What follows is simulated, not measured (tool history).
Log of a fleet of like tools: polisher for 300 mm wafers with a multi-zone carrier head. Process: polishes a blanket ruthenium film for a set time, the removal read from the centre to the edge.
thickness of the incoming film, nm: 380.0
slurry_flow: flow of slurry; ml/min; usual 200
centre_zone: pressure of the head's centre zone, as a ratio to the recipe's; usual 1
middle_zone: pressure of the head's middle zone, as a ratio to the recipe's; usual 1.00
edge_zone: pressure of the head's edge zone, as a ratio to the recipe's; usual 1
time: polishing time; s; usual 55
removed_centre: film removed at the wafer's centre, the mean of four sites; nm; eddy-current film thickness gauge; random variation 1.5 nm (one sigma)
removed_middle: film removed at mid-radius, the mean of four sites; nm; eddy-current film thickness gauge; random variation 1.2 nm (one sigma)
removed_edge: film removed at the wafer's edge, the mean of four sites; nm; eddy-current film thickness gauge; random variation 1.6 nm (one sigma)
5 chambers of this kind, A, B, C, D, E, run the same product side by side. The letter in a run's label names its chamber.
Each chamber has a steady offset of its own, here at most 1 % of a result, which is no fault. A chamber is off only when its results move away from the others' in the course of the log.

{"run": "1C", "day": 0.354, "slurry_flow": 200, "centre_zone": 1, "middle_zone": 1.0, "edge_zone": 1, "time": 55, "removed_centre": 111.77, "removed_middle": 111.18, "removed_edge": 111.73}
{"run": "2E", "day": 0.642, "slurry_flow": 200, "centre_zone": 1, "middle_zone": 1.0, "edge_zone": 1, "time": 55, "removed_centre": 112.09, "removed_middle": 110.84, "removed_edge": 115.23}
{"run": "3B", "day": 1.0, "slurry_flow": 200, "centre_zone": 1, "middle_zone": 1.0, "edge_zone": 1, "time": 55, "removed_centre": 109.52, "removed_middle": 113.03, "removed_edge": 113.93}
{"run": "4D", "day": 1.371, "slurry_flow": 200, "centre_zone": 1, "middle_zone": 1.0, "edge_zone": 1, "time": 55, "removed_centre": 109.45, "removed_middle": 113.13, "removed_edge": 114.64}
{"day": 1.396, "done": "chamber A: slurry nozzle cleaned"}
{"run": "5A", "day": 1.721, "slurry_flow": 200, "centre_zone": 1, "middle_zone": 1.0, "edge_zone": 1, "time": 55, "removed_centre": 115.44, "removed_middle": 111.98, "removed_edge": 114.25}
{"run": "6A", "day": 2.05, "slurry_flow": 200, "centre_zone": 1, "middle_zone": 1.0, "edge_zone": 1, "time": 55, "removed_centre": 115.66, "removed_middle": 111.26, "removed_edge": 112.48}
{"run": "7B", "day": 2.312, "slurry_flow": 200, "centre_zone": 1, "middle_zone": 1.0, "edge_zone": 1, "time": 55, "removed_centre": 111.29, "removed_middle": 112.83, "removed_edge": 113.27}
{"day": 2.446, "done": "chamber B: worn pad replaced by a new one"}
{"run": "8C", "day": 2.546, "slurry_flow": 200, "centre_zone": 1, "middle_zone": 1.0, "edge_zone": 1, "time": 55, "removed_centre": 111.49, "removed_middle": 112.66, "removed_edge": 115.79}
{"run": "9E", "day": 2.829, "slurry_flow": 200, "centre_zone": 1, "middle_zone": 1.0, "edge_zone": 1, "time": 55, "removed_centre": 111.09, "removed_middle": 112.78, "removed_edge": 111.43}
{"day": 3.017, "done": "chamber D: worn pad replaced by a new one"}
{"run": "10D", "day": 3.029, "slurry_flow": 200, "centre_zone": 1, "middle_zone": 1.11, "edge_zone": 1, "time": 55, "removed_centre": 111.33, "removed_middle": 120.73, "removed_edge": 114.0}
{"run": "11D", "day": 3.383, "slurry_flow": 200, "centre_zone": 1, "middle_zone": 1.11, "edge_zone": 1, "time": 55, "removed_centre": 110.34, "removed_middle": 122.82, "removed_edge": 113.35}
{"day": 3.596, "done": "chamber E: worn pad replaced by a new one"}
{"day": 3.692, "done": "chamber A: worn pad replaced by a new one"}
{"run": "12C", "day": 3.704, "slurry_flow": 200, "centre_zone": 1, "middle_zone": 1.11, "edge_zone": 1, "time": 55, "removed_centre": 112.2, "removed_middle": 121.31, "removed_edge": 115.07}
{"run": "13E", "day": 3.971, "slurry_flow": 200, "centre_zone": 1, "middle_zone": 1.11, "edge_zone": 1, "time": 55, "removed_centre": 110.83, "removed_middle": 123.19, "removed_edge": 111.64}
{"run": "14B", "day": 4.242, "slurry_flow": 200, "centre_zone": 1, "middle_zone": 1.11, "edge_zone": 1, "time": 55, "removed_centre": 110.85, "removed_middle": 125.29, "removed_edge": 114.18}
{"run": "15A", "day": 4.612, "slurry_flow": 200, "centre_zone": 1, "middle_zone": 1.0, "edge_zone": 1, "time": 55, "removed_centre": 113.87, "removed_middle": 112.41, "removed_edge": 111.88}
{"run": "16C", "day": 4.958, "slurry_flow": 200, "centre_zone": 1, "middle_zone": 1.0, "edge_zone": 1, "time": 55, "removed_centre": 111.64, "removed_middle": 111.69, "removed_edge": 114.42}
{"day": 5.262, "done": "chamber C: edge zone pressure recalibrated"}
{"run": "17A", "day": 5.279, "slurry_flow": 245, "centre_zone": 1, "middle_zone": 1.0, "edge_zone": 1, "time": 55, "removed_centre": 115.87, "removed_middle": 115.92, "removed_edge": 112.52}
{"run": "18B", "day": 5.554, "slurry_flow": 245, "centre_zone": 1, "middle_zone": 1.0, "edge_zone": 1, "time": 55, "removed_centre": 114.18, "removed_middle": 113.94, "removed_edge": 112.96}
{"day": 5.608, "done": "chamber B: centre zone pressure recalibrated"}
{"run": "19D", "day": 5.842, "slurry_flow": 245, "centre_zone": 1, "middle_zone": 1.0, "edge_zone": 1, "time": 55, "removed_centre": 111.84, "removed_middle": 112.6, "removed_edge": 113.8}
{"run": "20E", "day": 6.038, "slurry_flow": 245, "centre_zone": 1, "middle_zone": 1.0, "edge_zone": 1, "time": 55, "removed_centre": 116.27, "removed_middle": 115.79, "removed_edge": 114.46}
{"day": 6.217, "done": "chamber B: worn pad replaced by a new one"}
{"run": "21B", "day": 6.408, "slurry_flow": 245, "centre_zone": 1, "middle_zone": 1.0, "edge_zone": 1, "time": 55, "removed_centre": 114.75, "removed_middle": 116.23, "removed_edge": 113.86}
{"day": 6.529, "done": "chamber A: edge zone pressure recalibrated"}
{"run": "22A", "day": 6.762, "slurry_flow": 200, "centre_zone": 1, "middle_zone": 1.0, "edge_zone": 1, "time": 55, "removed_centre": 113.6, "removed_middle": 113.4, "removed_edge": 111.86}
{"run": "23D", "day": 7.05, "slurry_flow": 200, "centre_zone": 1, "middle_zone": 1.0, "edge_zone": 1, "time": 55, "removed_centre": 108.94, "removed_middle": 113.48, "removed_edge": 113.75}
{"day": 7.062, "done": "chamber E: worn pad replaced by a new one"}
{"run": "24C", "day": 7.396, "slurry_flow": 200, "centre_zone": 1, "middle_zone": 1.0, "edge_zone": 1, "time": 55, "removed_centre": 111.88, "removed_middle": 112.16, "removed_edge": 114.37}
{"run": "25E", "day": 7.671, "slurry_flow": 200, "centre_zone": 1, "middle_zone": 1.0, "edge_zone": 1, "time": 55, "removed_centre": 112.58, "removed_middle": 111.47, "removed_edge": 114.53}
{"run": "26B", "day": 7.875, "slurry_flow": 200, "centre_zone": 1, "middle_zone": 1.0, "edge_zone": 1, "time": 55, "removed_centre": 108.6, "removed_middle": 112.67, "removed_edge": 111.41}
{"run": "27C", "day": 8.138, "slurry_flow": 200, "centre_zone": 1, "middle_zone": 1.0, "edge_zone": 1, "time": 55, "removed_centre": 111.08, "removed_middle": 112.72, "removed_edge": 112.11}
{"run": "28D", "day": 8.312, "slurry_flow": 200, "centre_zone": 1, "middle_zone": 1.0, "edge_zone": 1, "time": 55, "removed_centre": 111.66, "removed_middle": 114.94, "removed_edge": 112.51}
{"run": "29A", "day": 8.55, "slurry_flow": 200, "centre_zone": 1, "middle_zone": 1.0, "edge_zone": 1, "time": 55, "removed_centre": 112.87, "removed_middle": 111.91, "removed_edge": 112.35}
{"run": "30E", "day": 8.829, "slurry_flow": 200, "centre_zone": 1, "middle_zone": 1.0, "edge_zone": 1, "time": 55, "removed_centre": 111.42, "removed_middle": 113.22, "removed_edge": 115.69}
{"day": 8.979, "done": "chamber A: centre zone pressure recalibrated"}
{"run": "31B", "day": 9.075, "slurry_flow": 200, "centre_zone": 1, "middle_zone": 1.0, "edge_zone": 1, "time": 36, "removed_centre": 71.238, "removed_middle": 73.263, "removed_edge": 74.513}
{"run": "32C", "day": 9.296, "slurry_flow": 200, "centre_zone": 1, "middle_zone": 1.0, "edge_zone": 1, "time": 36, "removed_centre": 74.188, "removed_middle": 71.9, "removed_edge": 75.445}
{"day": 9.575, "done": "chamber C: worn pad replaced by a new one"}
{"run": "33E", "day": 9.629, "slurry_flow": 200, "centre_zone": 1, "middle_zone": 1.0, "edge_zone": 1, "time": 36, "removed_centre": 71.142, "removed_middle": 73.166, "removed_edge": 74.744}
{"run": "34A", "day": 9.962, "slurry_flow": 200, "centre_zone": 1, "middle_zone": 1.0, "edge_zone": 1, "time": 36, "removed_centre": 72.997, "removed_middle": 74.086, "removed_edge": 71.884}
{"day": 9.971, "done": "chamber B: worn pad replaced by a new one"}
{"run": "35D", "day": 10.212, "slurry_flow": 200, "centre_zone": 1, "middle_zone": 1.0, "edge_zone": 1, "time": 36, "removed_centre": 72.603, "removed_middle": 73.825, "removed_edge": 74.091}
{"day": 10.346, "done": "chamber C: centre zone pressure recalibrated"}
{"run": "36A", "day": 10.392, "slurry_flow": 200, "centre_zone": 1, "middle_zone": 1.0, "edge_zone": 1, "time": 55, "removed_centre": 113.92, "removed_middle": 111.36, "removed_edge": 112.56}
{"day": 10.604, "done": "chamber A: worn pad replaced by a new one"}
{"run": "37B", "day": 10.638, "slurry_flow": 200, "centre_zone": 1, "middle_zone": 1.0, "edge_zone": 1, "time": 55, "removed_centre": 110.77, "removed_middle": 111.5, "removed_edge": 109.39}
{"run": "38C", "day": 10.967, "slurry_flow": 200, "centre_zone": 1, "middle_zone": 1.0, "edge_zone": 1, "time": 55, "removed_centre": 111.75, "removed_middle": 110.53, "removed_edge": 111.63}
{"day": 11.071, "done": "chamber E: worn pad replaced by a new one"}
{"run": "39D", "day": 11.183, "slurry_flow": 200, "centre_zone": 1, "middle_zone": 1.0, "edge_zone": 1, "time": 55, "removed_centre": 109.42, "removed_middle": 110.83, "removed_edge": 113.73}
{"run": "40E", "day": 11.412, "slurry_flow": 200, "centre_zone": 1, "middle_zone": 1.0, "edge_zone": 1, "time": 55, "removed_centre": 110.73, "removed_middle": 111.44, "removed_edge": 114.6}
{"run": "41E", "day": 11.638, "slurry_flow": 200, "centre_zone": 1, "middle_zone": 1.0, "edge_zone": 1, "time": 55, "removed_centre": 114.48, "removed_middle": 111.78, "removed_edge": 112.38}
{"run": "42A", "day": 11.896, "slurry_flow": 200, "centre_zone": 1, "middle_zone": 1.0, "edge_zone": 1, "time": 55, "removed_centre": 112.91, "removed_middle": 113.02, "removed_edge": 113.09}
{"run": "43D", "day": 12.271, "slurry_flow": 200, "centre_zone": 1, "middle_zone": 1.0, "edge_zone": 1, "time": 55, "removed_centre": 113.1, "removed_middle": 112.63, "removed_edge": 110.6}
{"run": "44B", "day": 12.483, "slurry_flow": 200, "centre_zone": 1, "middle_zone": 1.0, "edge_zone": 1, "time": 55, "removed_centre": 112.23, "removed_middle": 111.95, "removed_edge": 110.59}

Is one chamber off against the others, does the gauge drift, or is nothing wrong? If a chamber is off, say which, and what the likeliest cause is.

No chamber stands off beyond its own small offset, and the gauge holds steady.
